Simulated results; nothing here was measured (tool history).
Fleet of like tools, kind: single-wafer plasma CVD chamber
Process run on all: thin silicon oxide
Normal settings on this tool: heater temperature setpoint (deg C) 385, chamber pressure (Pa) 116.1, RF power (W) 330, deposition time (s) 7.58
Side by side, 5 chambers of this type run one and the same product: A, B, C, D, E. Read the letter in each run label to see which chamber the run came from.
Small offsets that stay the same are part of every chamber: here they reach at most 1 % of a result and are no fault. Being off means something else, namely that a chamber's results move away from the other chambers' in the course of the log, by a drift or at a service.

run,hour,heater temperature setpoint (deg C),chamber pressure (Pa),RF power (W),deposition time (s),"read-back reference wafer on the same gauge, thickness_nm",mean film thickness on the monitor wafer (Å)
1A,2.4,385,116.1,330,7.58,12.700,157.14
2B,7.3,385,116.1,330,7.58,12.696,158.51
3E,10.6,385,116.1,330,7.58,12.694,157.16
4D,13.0,385,116.1,330,7.58,12.705,156.83
5C,16.1,385,116.1,330,7.58,12.703,157.94
6B,21.0,385,116.1,290,7.58,12.705,150.71
7C,24.9,385,116.1,290,7.58,12.695,149.83
8A,27.5,385,116.1,290,7.58,12.704,149.15
9D,29.6,385,116.1,290,7.58,12.703,149.40
10E,33.4,385,116.1,290,7.58,12.693,150.18
11A,37.5,385,116.1,330,7.58,12.699,157.37
12B,39.7,385,116.1,330,7.58,12.706,158.54
13E,42.3,385,116.1,330,7.58,12.702,157.31
14C,45.5,385,116.1,330,7.58,12.700,157.74
15D,47.8,385,116.1,330,7.58,12.701,157.34
# hour 49.8: chamber A: capacitance manometer re-zeroed and calibrated
# hour 50.0: chamber D: RF generator calibrated
16E,50.2,385,116.1,330,7.58,12.700,157.72
17A,53.3,385,116.1,330,7.58,12.707,154.98
18D,56.7,385,116.1,330,7.58,12.701,157.22
19B,59.7,385,116.1,330,7.58,12.703,158.62
20C,64.6,385,116.1,330,7.58,12.700,157.69
21A,67.4,385,116.1,330,7.58,12.703,154.78
22E,70.6,385,116.1,330,7.58,12.695,157.63
23B,74.1,385,116.1,330,7.58,12.702,158.81
24D,78.9,385,133.3,370,7.58,12.700,183.01
25C,81.8,385,133.3,370,7.58,12.703,184.90
26E,86.1,385,133.3,370,7.58,12.700,185.03
27D,90.9,385,133.3,370,7.58,12.704,183.07
# hour 92.7: chamber B: thermocouple changed; heater temperature recalibrated
28B,95.2,385,133.3,370,7.58,12.694,185.26
29A,98.0,385,116.1,330,7.58,12.701,154.03
30C,102.5,385,137.1,330,7.58,12.706,178.81
31E,105.1,385,137.1,330,7.58,12.701,179.59
32D,109.4,385,137.1,330,7.58,12.701,178.98
33A,111.9,385,137.1,330,7.58,12.702,176.59
34C,114.1,385,137.1,330,7.58,12.700,179.98
35B,117.1,385,116.1,330,7.58,12.700,159.18
# hour 121.5: chamber E: RF generator calibrated
36D,121.6,385,116.1,330,7.58,12.699,156.77
37C,124.9,385,116.1,330,7.58,12.697,157.93
38E,128.6,385,116.1,330,7.58,12.696,157.51

Next, all 5 chambers run the settings below, one line each with question marks for the results. What does each chamber give?
39A,132.1,385,116.1,265,7.58,,?
39B,132.1,385,116.1,265,7.58,,?
39C,132.1,385,116.1,265,7.58,,?
39D,132.1,385,116.1,265,7.58,,?
39E,132.1,385,116.1,265,7.58,,?

run,mean film thickness on the monitor wafer (Å)
39A,140.72
39B,145.23
39C,143.71
39D,143.73
39E,143.99
